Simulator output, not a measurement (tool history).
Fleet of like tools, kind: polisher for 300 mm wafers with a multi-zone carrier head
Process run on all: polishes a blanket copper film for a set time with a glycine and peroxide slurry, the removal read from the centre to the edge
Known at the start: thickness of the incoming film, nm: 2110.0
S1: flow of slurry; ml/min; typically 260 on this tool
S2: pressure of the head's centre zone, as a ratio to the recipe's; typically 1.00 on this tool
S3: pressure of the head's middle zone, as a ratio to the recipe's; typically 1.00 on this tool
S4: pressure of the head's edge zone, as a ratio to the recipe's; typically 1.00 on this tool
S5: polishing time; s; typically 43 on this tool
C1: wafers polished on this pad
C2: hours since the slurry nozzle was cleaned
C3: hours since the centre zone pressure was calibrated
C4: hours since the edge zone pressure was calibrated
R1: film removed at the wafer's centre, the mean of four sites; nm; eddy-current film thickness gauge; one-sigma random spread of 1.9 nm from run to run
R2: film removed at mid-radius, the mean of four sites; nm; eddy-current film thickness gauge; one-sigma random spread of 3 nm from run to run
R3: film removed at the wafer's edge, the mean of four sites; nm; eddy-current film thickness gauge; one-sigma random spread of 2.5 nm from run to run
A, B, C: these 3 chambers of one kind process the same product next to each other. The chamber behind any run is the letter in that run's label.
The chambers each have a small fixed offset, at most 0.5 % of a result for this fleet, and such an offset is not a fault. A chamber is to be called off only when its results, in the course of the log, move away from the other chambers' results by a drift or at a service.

run,hour,S1,S2,S3,S4,S5,C1,C2,C3,C4,R1,R2,R3
1C,7.4,260,1.00,1.00,1.00,43,247,97.3,358.8,94.7,208.06,208.29,210.94
2B,13.0,260,1.00,1.00,1.00,43,637,352.2,294.7,179.5,204.24,201.08,201.43
3A,21.4,260,1.00,1.00,1.00,43,690,315.7,766.1,248.4,206.70,202.92,203.60
# hour 24.9: chamber A: worn pad replaced by a new one
4B,26.2,260,1.00,1.00,1.00,43,733,365.4,307.9,192.7,206.55,206.75,204.51
5C,31.6,260,0.93,1.00,1.00,43,423,121.5,383.0,118.9,190.40,209.12,206.14
6A,38.2,260,0.93,1.00,1.00,43,97,332.5,782.9,265.2,188.20,205.60,210.73
7C,45.0,260,0.93,1.00,1.00,43,521,134.9,396.4,132.3,194.65,206.73,207.85
# hour 52.0: chamber C: worn pad replaced by a new one
8B,52.4,260,1.00,1.00,1.00,43,924,391.6,334.1,218.9,204.70,205.74,205.13
9A,59.7,260,1.00,1.00,1.00,43,253,354.0,804.4,286.7,208.65,208.12,207.00
10B,65.8,260,1.00,1.00,1.00,43,1021,405.0,347.5,232.3,208.09,202.44,205.36
11C,70.7,260,1.00,1.00,1.00,43,136,160.6,422.1,158.0,207.74,200.59,206.10
12A,75.7,260,1.00,1.00,1.00,43,369,370.0,820.4,302.7,206.66,206.32,212.45
13A,84.8,260,1.00,1.00,1.00,43,436,379.1,829.5,311.8,206.24,207.45,210.36
14C,90.0,260,1.00,1.00,1.00,43,276,179.9,441.4,177.3,208.15,208.40,211.43
15B,95.3,260,1.00,1.00,1.00,43,1236,434.5,377.0,261.8,204.12,209.39,206.83
16C,100.3,260,1.00,1.00,1.00,43,351,190.2,451.7,187.6,207.04,204.47,204.00
17B,105.2,260,1.00,1.00,1.00,43,1308,444.4,386.9,271.7,205.14,208.07,202.53
# hour 106.4: chamber B: worn pad replaced by a new one
18A,110.4,260,1.00,1.00,1.00,43,622,404.7,855.1,337.4,208.57,206.63,205.53
19B,116.0,260,1.00,1.00,1.00,43,70,455.2,397.7,282.5,202.59,204.18,203.19
# hour 121.2: chamber C: worn pad replaced by a new one
20C,121.5,260,1.00,1.00,1.00,43,2,211.4,472.9,208.8,210.14,204.28,207.92
# hour 121.7: chamber A: worn pad replaced by a new one
21A,125.8,260,1.07,1.00,1.11,43,29,420.1,870.5,352.8,226.28,205.96,222.53
22C,134.9,260,1.07,1.00,1.11,43,100,224.8,486.3,222.2,227.37,208.31,223.95
23A,143.8,260,1.07,1.00,1.11,43,160,438.1,888.5,370.8,225.42,207.98,221.29
24B,149.0,260,1.00,1.00,1.00,43,310,488.2,430.7,315.5,205.50,206.64,207.02
# hour 151.9: chamber A: centre zone pressure recalibrated
25C,155.6,260,1.00,1.00,1.00,43,250,245.5,507.0,242.9,206.88,208.94,209.22
26B,164.3,260,1.00,1.00,1.00,43,421,503.5,446.0,330.8,207.89,204.95,204.13
27A,173.1,260,1.00,1.00,1.00,43,374,467.4,21.3,400.1,235.84,206.04,204.70
28C,181.0,260,1.00,1.00,1.00,43,435,270.9,532.4,268.3,205.85,207.24,204.85
29A,187.1,260,1.00,1.00,1.00,43,475,481.4,35.3,414.1,230.35,206.53,209.05
30B,193.6,260,1.00,1.00,1.10,43,634,532.8,475.3,360.1,202.32,205.03,217.11
# hour 196.3: chamber C: worn pad replaced by a new one
31A,198.5,260,1.00,1.00,1.10,43,558,492.8,46.7,425.5,236.24,208.69,221.22
# hour 199.0: chamber C: slurry nozzle cleaned
# hour 204.1: chamber A: worn pad replaced by a new one
32C,205.4,260,1.00,1.00,1.10,43,66,6.4,556.8,292.7,209.22,208.57,213.23
33B,210.7,260,1.00,1.00,1.00,43,759,549.9,492.4,377.2,209.34,205.05,205.60
34A,218.2,260,1.00,1.00,1.00,43,103,512.5,66.4,445.2,235.60,210.88,207.35
35C,227.5,260,1.00,1.00,1.00,43,227,28.5,578.9,314.8,211.03,209.38,206.62
36B,232.2,260,1.00,1.00,1.00,43,915,571.4,513.9,398.7,204.74,206.31,208.65
37C,240.1,260,1.00,1.00,1.00,43,319,41.1,591.5,327.4,210.14,211.82,209.46
38A,244.3,260,1.00,1.00,1.00,43,293,538.6,92.5,471.3,233.95,211.19,210.75
# hour 251.9: chamber B: slurry nozzle cleaned
39B,252.7,260,1.00,0.94,0.90,43,1064,0.9,534.4,419.2,201.87,193.44,194.97
# hour 259.1: chamber B: centre zone pressure recalibrated
# hour 259.7: chamber B: worn pad replaced by a new one
40A,260.8,260,1.00,0.94,0.90,43,413,555.1,109.0,487.8,236.52,196.03,195.03
# hour 263.7: chamber C: worn pad replaced by a new one
41B,267.4,260,1.00,0.94,0.90,43,56,15.6,8.3,433.9,206.62,197.24,197.51
42C,272.3,305,1.00,1.10,1.00,43,63,73.3,623.7,359.6,210.19,226.14,209.30
43A,278.7,305,1.00,1.10,1.00,43,543,573.0,126.9,505.7,237.06,227.05,212.05
44B,285.6,305,1.00,1.10,1.00,43,188,33.8,26.5,452.1,210.37,229.23,202.13

One chamber off, gauge drift, or nothing amiss beyond the chambers' own small offsets? If it is a chamber, which one, and what is the likeliest cause?

Chamber A came out of a service off from its peers and stayed that way.
What lies behind it: centre zone's pressure above its setpoint, % = 11.3.

Chamber A could run next with any of the 4 candidate recipes listed below; each alters the usual settings, and their results appear as question marks. Which one brings its results back in line with what the other chambers deliver on the usual settings?
Maximum distance from the other chambers' mean on the usual settings for a result to count as in line: R1 6.70 nm; R2 11.00 nm; R3 8.70 nm
45A-1,292.6,265,1.09,0.98,0.97,44,,,,,?,?,?
45A-2,292.6,255,0.91,1.02,1.03,42,,,,,?,?,?
45A-3,292.6,255,0.95,1.01,1.01,43,,,,,?,?,?
45A-4,292.6,265,1.05,0.99,0.99,43,,,,,?,?,?

Other chambers, usual settings, mean: R1 206.74 nm; R2 206.90 nm; R3 207.04 nm
run,R1,R2,R3
45A-1,263.02,210.32,212.15
45A-2,204.88,207.62,208.13
45A-3,219.99,210.59,210.93
45A-4,246.77,207.52,209.50
With 45A-2, the chamber falls back in line with the rest.
